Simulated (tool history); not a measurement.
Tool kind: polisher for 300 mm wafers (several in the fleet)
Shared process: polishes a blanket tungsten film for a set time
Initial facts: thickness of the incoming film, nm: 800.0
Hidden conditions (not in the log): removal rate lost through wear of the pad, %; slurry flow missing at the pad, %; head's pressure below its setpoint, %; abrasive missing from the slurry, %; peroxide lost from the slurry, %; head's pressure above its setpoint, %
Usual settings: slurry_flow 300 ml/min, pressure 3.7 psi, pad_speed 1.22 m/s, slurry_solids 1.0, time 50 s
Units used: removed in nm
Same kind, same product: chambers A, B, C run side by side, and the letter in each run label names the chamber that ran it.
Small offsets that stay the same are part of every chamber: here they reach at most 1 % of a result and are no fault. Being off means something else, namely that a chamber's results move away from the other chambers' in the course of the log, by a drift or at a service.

run   hour  slurry_flow  pressure  pad_speed  slurry_solids  time  wafers polished on this pad  hours since the slurry nozzle was cleaned  hours since the head pressure was calibrated  hours since the slurry blender was calibrated  hours since the slurry got fresh peroxide  removed
 1C    5.8          300       3.7       1.22            1.0    50                          643                                      316.4                                         627.2                                          124.1                                       32.5   242.00
       9.5  -- chamber C: worn pad replaced by a new one
 2A   10.1          300       3.7       1.22            1.0    50                          314                                      421.5                                         412.3                                          167.7                                       31.0   243.37
      12.9  -- chamber C: slurry tank refilled with fresh slurry and peroxide
 3B   15.1          300       3.7       1.22            1.0    50                          528                                      186.6                                         327.9                                           34.0                                       32.5   247.45
 4A   18.8          300       3.7       1.22            1.0    50                          406                                      430.2                                         421.0                                          176.4                                       39.7   241.81
 5C   23.3          300       3.7       1.22            1.0    50                          145                                      333.9                                         644.7                                          141.6                                       10.5   250.57
 6B   29.4          300       4.9       1.22            0.8    50                          678                                      200.9                                         342.2                                           48.3                                       46.8   310.28
 7A   33.2          300       4.9       1.22            0.8    50                          558                                      444.6                                         435.4                                          190.8                                       54.1   309.43
 8C   36.9          300       4.9       1.22            0.8    50                          288                                      347.5                                         658.3                                          155.2                                       24.1   310.98
 9B   41.1          300       3.7       0.86            0.8    50                          802                                      212.6                                         353.9                                           60.0                                       58.5   162.86
      42.6  -- chamber B: worn pad replaced by a new one
10A   44.4          300       3.7       0.86            0.8    50                          676                                      455.8                                         446.6                                          202.0                                       65.3   163.08
      48.6  -- chamber C: slurry tank refilled with fresh slurry and peroxide
11B   48.7          300       3.7       0.86            0.8    50                           64                                      220.2                                         361.5                                           67.6                                       66.1   166.32
12C   51.4          300       3.7       1.22            1.0    50                          441                                      362.0                                         672.8                                          169.7                                        2.8   249.30
13C   54.3          300       3.7       1.22            1.0    50                          471                                      364.9                                         675.7                                          172.6                                        5.7   242.06
14B   56.9          300       3.7       1.22            1.0    50                          150                                      228.4                                         369.7                                           75.8                                       74.3   242.75
15A   60.4          300       3.7       1.22            1.0    50                          844                                      471.8                                         462.6                                          218.0                                       81.3   242.34
      63.6  -- chamber C: worn pad replaced by a new one
16A   64.3          300       3.7       1.22            1.0    50                          885                                      475.7                                         466.5                                          221.9                                       85.2   242.25
17B   70.5          300       3.7       1.22            1.0    50                          294                                      242.0                                         383.3                                           89.4                                       87.9   249.35
18C   75.3          300       3.7       1.22            1.0    50                          123                                      385.9                                         696.7                                          193.6                                       26.7   242.98
19C   80.3          300       3.7       1.22            1.0    50                          176                                      390.9                                         701.7                                          198.6                                       31.7   233.00
20A   84.8          300       3.7       1.22            1.0    50                         1101                                      496.2                                         487.0                                          242.4                                      105.7   242.24
      87.1  -- chamber C: slurry tank refilled with fresh slurry and peroxide
21B   87.9          300       3.7       1.22            1.0    50                          477                                      259.4                                         400.7                                          106.8                                      105.3   241.64
      89.4  -- chamber A: slurry tank refilled with fresh slurry and peroxide
      91.9  -- chamber B: slurry tank refilled with fresh slurry and peroxide
22B   93.9          300       3.7       1.22            1.0    50                          540                                      265.4                                         406.7                                          112.8                                        2.1   242.06
23A   98.6          300       3.7       1.22            1.0    50                         1247                                      510.0                                         500.8                                          256.2                                        9.3   239.85
24C  102.5          300       3.7       1.22            1.0    50                          410                                      413.1                                         723.9                                          220.8                                       15.4   225.17
25A  106.4          300       3.7       1.22            1.0    50                         1329                                      517.8                                         508.6                                          264.0                                       17.1   241.20
26C  109.7          300       3.7       1.22            1.0    50                          485                                      420.3                                         731.1                                          228.0                                       22.6   229.18

All 3 chambers run these settings next. Forecast each chamber's results:
27A  114.2          300       3.7       1.22            1.0    50                                                                                                                                                                                                                        ?
27B  114.2          300       3.7       1.22            1.0    50                                                                                                                                                                                                                        ?
27C  114.2          300       3.7       1.22            1.0    50                                                                                                                                                                                                                        ?

run  removed
27A   247.14
27B   243.57
27C   229.46
